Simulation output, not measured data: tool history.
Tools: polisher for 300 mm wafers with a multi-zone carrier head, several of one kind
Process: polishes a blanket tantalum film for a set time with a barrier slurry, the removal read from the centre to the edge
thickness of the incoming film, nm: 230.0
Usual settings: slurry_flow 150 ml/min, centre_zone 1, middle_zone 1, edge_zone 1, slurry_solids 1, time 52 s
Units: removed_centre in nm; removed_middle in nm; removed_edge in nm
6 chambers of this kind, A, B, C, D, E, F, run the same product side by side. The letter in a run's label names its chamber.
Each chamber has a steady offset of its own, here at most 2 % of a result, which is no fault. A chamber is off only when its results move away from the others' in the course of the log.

| run | day | slurry_flow | centre_zone | middle_zone | edge_zone | slurry_solids | time | removed_centre | removed_middle | removed_edge |
|---|---|---|---|---|---|---|---|---|---|---|
| 1B | 0.229 | 150 | 1 | 1 | 1 | 1 | 52 | 67.117 | 66.829 | 67.542 |
| 2C | 0.483 | 150 | 1 | 1 | 1 | 1 | 52 | 66.385 | 66.127 | 66.271 |
|  | 0.579 | chamber C: centre zone pressure recalibrated |
|  | 0.671 | chamber E: worn pad replaced by a new one |
| 3F | 0.871 | 150 | 1 | 1 | 1 | 1 | 52 | 66.156 | 66.103 | 65.425 |
| 4D | 1.225 | 150 | 1 | 1 | 1 | 1 | 52 | 67.561 | 67.618 | 66.168 |
|  | 1.304 | chamber A: worn pad replaced by a new one |
| 5A | 1.433 | 150 | 1 | 1 | 1 | 1 | 52 | 68.487 | 66.015 | 67.195 |
|  | 1.45 | chamber E: edge zone pressure recalibrated |
| 6E | 1.754 | 150 | 1 | 1 | 1 | 1 | 52 | 68.868 | 66.131 | 67.415 |
|  | 1.833 | chamber B: worn pad replaced by a new one |
| 7B | 2.192 | 150 | 1 | 1 | 1 | 1 | 52 | 67.07 | 66.687 | 67.114 |
|  | 2.379 | chamber E: slurry nozzle cleaned |
| 8D | 2.446 | 150 | 1 | 1 | 1 | 1 | 52 | 66.551 | 66.221 | 68.212 |
|  | 2.7 | chamber D: worn pad replaced by a new one |
| 9C | 2.833 | 175 | 1 | 1 | 1 | 1 | 52 | 68.414 | 68.424 | 68.222 |
| 10F | 3.1 | 175 | 1 | 1 | 1 | 1 | 52 | 69.47 | 68.521 | 68.082 |
| 11E | 3.442 | 175 | 1 | 1 | 1 | 1 | 52 | 69.805 | 67.828 | 68.938 |
|  | 3.496 | chamber C: edge zone pressure recalibrated |
|  | 3.804 | chamber A: worn pad replaced by a new one |
| 12A | 3.888 | 175 | 1 | 1 | 1 | 1 | 52 | 70.869 | 68.558 | 67.296 |
|  | 3.921 | chamber E: worn pad replaced by a new one |
|  | 4 | chamber F: worn pad replaced by a new one |
| 13A | 4.254 | 175 | 1 | 1 | 1 | 1 | 52 | 69.902 | 67.532 | 68.456 |
|  | 4.35 | chamber C: worn pad replaced by a new one |
| 14F | 4.5 | 175 | 1 | 1 | 1 | 1 | 52 | 69.384 | 70.168 | 68.159 |
| 15C | 4.929 | 150 | 1 | 1 | 1 | 1 | 52 | 66.437 | 66.225 | 66.343 |
| 16B | 5.35 | 150 | 1 | 1 | 1 | 1 | 52 | 66.368 | 67.337 | 66.773 |
| 17D | 5.546 | 150 | 1.08 | 1 | 1 | 1 | 52 | 72.367 | 65.618 | 67.596 |
|  | 5.796 | chamber D: worn pad replaced by a new one |
| 18E | 5.896 | 150 | 1.08 | 1 | 1 | 1 | 52 | 73.169 | 66.461 | 67.442 |
|  | 5.938 | chamber B: edge zone pressure recalibrated |
| 19E | 6.121 | 150 | 1.08 | 1 | 1 | 1 | 52 | 73.315 | 65.751 | 67.08 |
|  | 6.375 | chamber A: worn pad replaced by a new one |
| 20D | 6.517 | 150 | 1.08 | 1 | 1 | 1 | 52 | 73.159 | 65.908 | 67.888 |
| 21B | 6.871 | 150 | 1.08 | 1 | 1 | 1 | 52 | 72.021 | 67.062 | 66.851 |
|  | 7.038 | chamber E: worn pad replaced by a new one |
| 22F | 7.125 | 150 | 1.08 | 1 | 1 | 1 | 52 | 73.539 | 66.355 | 67.361 |
| 23A | 7.471 | 150 | 1 | 1 | 1 | 1 | 52 | 68.337 | 65.777 | 67.43 |
|  | 7.567 | chamber B: worn pad replaced by a new one |
| 24C | 7.908 | 150 | 1 | 1 | 1 | 1 | 52 | 66.688 | 66.311 | 65.979 |
| 25F | 8.112 | 150 | 1 | 1 | 1 | 1 | 52 | 66.472 | 66.467 | 66.924 |
|  | 8.192 | chamber F: worn pad replaced by a new one |
| 26E | 8.45 | 150 | 1.09 | 1 | 1 | 1 | 66 | 92.552 | 84.147 | 85.569 |
|  | 8.642 | chamber A: slurry nozzle cleaned |
|  | 8.725 | chamber A: worn pad replaced by a new one |
| 27C | 8.804 | 150 | 1.09 | 1 | 1 | 1 | 66 | 92.498 | 84.578 | 84.224 |
|  | 9.008 | chamber C: slurry nozzle cleaned |
|  | 9.117 | chamber D: worn pad replaced by a new one |
| 28B | 9.129 | 150 | 1.09 | 1 | 1 | 1 | 66 | 95.26 | 85.092 | 85.407 |
| 29A | 9.55 | 150 | 1.09 | 1 | 1 | 1 | 66 | 93.755 | 85.735 | 84.559 |
|  | 9.738 | chamber C: worn pad replaced by a new one |
| 30D | 9.971 | 150 | 1.09 | 1 | 1 | 1 | 66 | 92.037 | 84.076 | 85.007 |
|  | 10.271 | chamber E: worn pad replaced by a new one |
| 31E | 10.329 | 150 | 1.09 | 1 | 1 | 1 | 66 | 96.172 | 83.873 | 84.922 |
| 32A | 10.55 | 150 | 1 | 1 | 1 | 0.75 | 52 | 61.769 | 60.717 | 60.825 |
| 33B | 10.946 | 150 | 1 | 1 | 1 | 0.75 | 52 | 60.463 | 61.879 | 61.127 |
| 34C | 11.146 | 150 | 1 | 1 | 1 | 0.75 | 52 | 59.69 | 59.147 | 60.484 |
| 35D | 11.525 | 150 | 1 | 1 | 1 | 0.75 | 52 | 60.92 | 61.917 | 61.359 |
| 36F | 11.812 | 150 | 1 | 1 | 1 | 0.75 | 52 | 61.32 | 60.729 | 61.095 |
| 37C | 12.104 | 150 | 1 | 1 | 1 | 0.75 | 52 | 60.307 | 60.929 | 61.212 |

What goes on in this fleet: one chamber off, a drifting gauge, or nothing beyond the chambers' own small offsets? Name the chamber and the cause, if any.

No chamber stands off beyond its own small offset, and the gauge holds steady.

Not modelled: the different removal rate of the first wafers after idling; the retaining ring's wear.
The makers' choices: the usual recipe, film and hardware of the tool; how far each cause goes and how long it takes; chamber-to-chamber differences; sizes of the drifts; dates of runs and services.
